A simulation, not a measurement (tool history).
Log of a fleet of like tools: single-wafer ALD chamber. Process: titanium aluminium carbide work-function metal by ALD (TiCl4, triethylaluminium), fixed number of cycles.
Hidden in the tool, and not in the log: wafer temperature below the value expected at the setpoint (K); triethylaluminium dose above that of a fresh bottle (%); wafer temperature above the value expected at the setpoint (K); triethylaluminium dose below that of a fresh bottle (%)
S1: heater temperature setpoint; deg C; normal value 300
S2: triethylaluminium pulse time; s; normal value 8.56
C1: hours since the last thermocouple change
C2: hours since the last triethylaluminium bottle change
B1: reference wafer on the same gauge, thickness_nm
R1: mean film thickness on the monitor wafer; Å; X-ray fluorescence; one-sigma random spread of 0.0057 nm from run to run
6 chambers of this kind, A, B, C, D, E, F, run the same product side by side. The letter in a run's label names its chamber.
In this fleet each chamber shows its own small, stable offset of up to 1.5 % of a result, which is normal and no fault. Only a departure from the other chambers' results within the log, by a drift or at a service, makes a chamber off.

Run 1E, day 0.421: usual settings; C1 823.4; C2 622.1; B1 2.1705. Result: R1 19.859 Å.
Run 2F, day 0.771: usual settings; C1 338.6; C2 250.0; B1 2.1686. Result: R1 19.564 Å.
At day 1.288: chamber A: triethylaluminium bottle replaced.
Run 3C, day 1.396: usual settings; C1 2083.6; C2 1084.1; B1 2.1697. Result: R1 19.724 Å.
Run 4D, day 2.012: usual settings; C1 1932.1; C2 221.0; B1 2.1705. Result: R1 19.675 Å.
Run 5B, day 2.521: usual settings; C1 633.5; C2 552.1; B1 2.1686. Result: R1 19.323 Å.
Run 6A, day 3.162: usual settings; C1 559.6; C2 45.0; B1 2.1690. Result: R1 19.819 Å.
Run 7D, day 3.792: usual settings; C1 1974.8; C2 263.7; B1 2.1705. Result: R1 19.723 Å.
Run 8B, day 4.467: usual settings; C1 680.2; C2 598.8; B1 2.1707. Result: R1 19.380 Å.
Run 9C, day 4.867: usual settings; C1 2166.9; C2 1167.4; B1 2.1685. Result: R1 19.744 Å.
At day 5.200: chamber C: thermocouple changed; heater temperature recalibrated.
Run 10A, day 5.354: usual settings; C1 612.2; C2 97.6; B1 2.1705. Result: R1 19.714 Å.
Run 11F, day 5.721: usual settings; C1 457.4; C2 368.8; B1 2.1697. Result: R1 19.577 Å.
Run 12E, day 6.142: usual settings; C1 960.7; C2 759.4; B1 2.1703. Result: R1 19.740 Å.
Run 13E, day 6.775: usual settings; C1 975.9; C2 774.6; B1 2.1697. Result: R1 19.697 Å.
Run 14B, day 7.100: usual settings; C1 743.4; C2 662.0; B1 2.1711. Result: R1 19.407 Å.
Run 15A, day 7.738: usual settings; C1 669.4; C2 154.8; B1 2.1690. Result: R1 19.858 Å.
Run 16C, day 8.262: usual settings; C1 73.6; C2 1248.9; B1 2.1714. Result: R1 19.769 Å.
Run 17F, day 8.917: usual settings; C1 534.1; C2 445.5; B1 2.1704. Result: R1 19.563 Å.
Run 18D, day 9.258: usual settings; C1 2106.0; C2 394.9; B1 2.1697. Result: R1 19.701 Å.
Run 19E, day 9.621: usual settings; C1 1044.2; C2 842.9; B1 2.1695. Result: R1 19.795 Å.
Run 20C, day 10.138: usual settings; C1 118.6; C2 1293.9; B1 2.1698. Result: R1 19.794 Å.
Run 21A, day 10.704: usual settings; C1 740.6; C2 226.0; B1 2.1690. Result: R1 19.829 Å.
Run 22F, day 11.238: usual settings; C1 589.8; C2 501.2; B1 2.1695. Result: R1 19.450 Å.
Run 23B, day 11.838: usual settings; C1 857.1; C2 775.7; B1 2.1696. Result: R1 19.414 Å.
Run 24D, day 12.321: usual settings; C1 2179.5; C2 468.4; B1 2.1696. Result: R1 19.808 Å.
Run 25C, day 12.829: usual settings; C1 183.2; C2 1358.5; B1 2.1683. Result: R1 19.847 Å.
Run 26F, day 13.462: usual settings but S1 311 deg C; C1 643.2; C2 554.6; B1 2.1687. Result: R1 20.289 Å.
Run 27B, day 13.812: usual settings but S1 311 deg C; C1 904.5; C2 823.1; B1 2.1707. Result: R1 20.315 Å.
Run 28D, day 14.188: usual settings but S1 311 deg C; C1 2224.3; C2 513.2; B1 2.1691. Result: R1 20.785 Å.
Run 29E, day 14.679: usual settings but S1 311 deg C; C1 1165.6; C2 964.3; B1 2.1705. Result: R1 20.594 Å.
Run 30A, day 15.258: usual settings but S1 311 deg C; C1 849.9; C2 335.3; B1 2.1710. Result: R1 20.579 Å.
Run 31A, day 15.862: usual settings but S1 311 deg C; C1 864.4; C2 349.8; B1 2.1689. Result: R1 20.594 Å.
Run 32B, day 16.192: usual settings but S1 309 deg C, S2 11.76 s; C1 961.6; C2 880.2; B1 2.1700. Result: R1 20.985 Å.
Run 33F, day 16.588: usual settings but S1 309 deg C, S2 11.76 s; C1 718.2; C2 629.6; B1 2.1705. Result: R1 20.850 Å.
Run 34D, day 16.933: usual settings but S1 309 deg C, S2 11.76 s; C1 2290.2; C2 579.1; B1 2.1698. Result: R1 21.271 Å.
Run 35E, day 17.400: usual settings but S1 309 deg C, S2 11.76 s; C1 1230.9; C2 1029.6; B1 2.1693. Result: R1 21.231 Å.
Run 36C, day 18.008: usual settings but S1 309 deg C, S2 11.76 s; C1 307.5; C2 1482.8; B1 2.1705. Result: R1 21.332 Å.
Run 37D, day 18.604: usual settings but S1 309 deg C, S2 11.76 s; C1 2330.3; C2 619.2; B1 2.1701. Result: R1 21.227 Å.
Run 38F, day 19.075: usual settings; C1 777.9; C2 689.3; B1 2.1686. Result: R1 19.064 Å.
Run 39A, day 19.533: usual settings; C1 952.5; C2 437.9; B1 2.1697. Result: R1 19.809 Å.
Run 40C, day 19.862: usual settings but S1 306 deg C; C1 352.0; C2 1527.3; B1 2.1699. Result: R1 20.347 Å.
Run 41B, day 20.325: usual settings but S1 306 deg C; C1 1060.8; C2 979.4; B1 2.1688. Result: R1 19.836 Å.

Predict what each chamber gives when all 6 of them run the settings below next.
Run 42A, day 20.808: usual settings. Result: R1 ?.
Run 42B, day 20.808: usual settings. Result: R1 ?.
Run 42C, day 20.808: usual settings. Result: R1 ?.
Run 42D, day 20.808: usual settings. Result: R1 ?.
Run 42E, day 20.808: usual settings. Result: R1 ?.
Run 42F, day 20.808: usual settings. Result: R1 ?.

run      R1
42A  19.695
42B  19.387
42C  19.645
42D  19.736
42E  19.809
42F  18.885

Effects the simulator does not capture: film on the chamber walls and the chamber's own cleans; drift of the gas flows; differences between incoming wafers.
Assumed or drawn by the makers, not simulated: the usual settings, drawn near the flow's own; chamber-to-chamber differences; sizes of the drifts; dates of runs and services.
